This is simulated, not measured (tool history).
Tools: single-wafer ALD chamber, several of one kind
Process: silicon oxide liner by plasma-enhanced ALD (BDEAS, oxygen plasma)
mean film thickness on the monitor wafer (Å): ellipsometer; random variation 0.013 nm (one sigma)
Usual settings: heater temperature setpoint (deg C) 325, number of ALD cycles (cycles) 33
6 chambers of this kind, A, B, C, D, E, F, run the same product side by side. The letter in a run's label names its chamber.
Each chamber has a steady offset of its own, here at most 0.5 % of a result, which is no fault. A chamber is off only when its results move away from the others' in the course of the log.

run	hour	heater temperature setpoint (deg C)	number of ALD cycles (cycles)	hours since the last thermocouple change	read-back reference wafer on the same gauge, thickness_nm	mean film thickness on the monitor wafer (Å)
1E	11.1	325	33	1134.5	2.7193	29.816
2B	19.4	325	33	988.5	2.7213	29.623
3F	24.9	325	33	727.4	2.7223	29.641
4C	31.2	325	33	1158.0	2.7218	29.688
5D	39.7	325	33	1792.1	2.7217	29.791
6A	48.0	325	33	566.3	2.7223	29.459
# hour 49.1: chamber E: thermocouple changed; heater temperature recalibrated
7C	56.3	325	33	1183.1	2.7212	29.378
8B	67.8	325	33	1036.9	2.7186	29.944
9A	75.0	325	33	593.3	2.7198	29.679
10F	82.6	325	33	785.1	2.7203	29.516
11E	89.9	325	33	40.8	2.7213	29.593
12D	99.3	318	33	1851.7	2.7208	30.283
13D	104.5	318	33	1856.9	2.7204	30.347
# hour 109.0: chamber B: thermocouple changed; heater temperature recalibrated
14B	114.1	318	33	5.1	2.7210	30.136
15A	120.3	318	33	638.6	2.7193	30.075
16F	128.9	318	33	831.4	2.7182	29.945
17E	134.2	318	33	85.1	2.7182	30.067
18C	139.2	325	33	1266.0	2.7210	29.599
# hour 145.3: chamber D: thermocouple changed; heater temperature recalibrated
19A	145.6	325	33	663.9	2.7159	29.652
20F	152.4	339	38	854.9	2.7193	33.213
21D	160.8	339	38	15.5	2.7200	33.542
22E	166.6	339	38	117.5	2.7167	33.788
23C	174.0	339	38	1300.8	2.7214	33.736
24B	181.7	339	38	72.7	2.7211	33.712
25A	186.8	339	38	705.1	2.7221	33.238
26F	197.9	325	33	900.4	2.7184	29.508
27E	207.1	336	33	158.0	2.7189	29.134
28B	213.1	336	33	104.1	2.7204	29.216
29D	223.5	336	33	78.2	2.7199	29.249
30C	233.3	336	33	1360.1	2.7162	29.388
31C	242.4	336	33	1369.2	2.7228	29.581
32A	252.7	336	33	771.0	2.7225	29.141
33E	262.9	325	33	213.8	2.7208	29.624
34B	268.8	325	33	159.8	2.7207	29.578
35D	275.9	325	33	130.6	2.7189	29.746
36F	281.6	325	33	984.1	2.7182	29.495
37F	288.3	325	33	990.8	2.7212	29.463

Is one chamber off against the others, does the gauge drift, or is nothing wrong? If a chamber is off, say which, and what the likeliest cause is.

No chamber stands off beyond its own small offset, and the gauge holds steady.

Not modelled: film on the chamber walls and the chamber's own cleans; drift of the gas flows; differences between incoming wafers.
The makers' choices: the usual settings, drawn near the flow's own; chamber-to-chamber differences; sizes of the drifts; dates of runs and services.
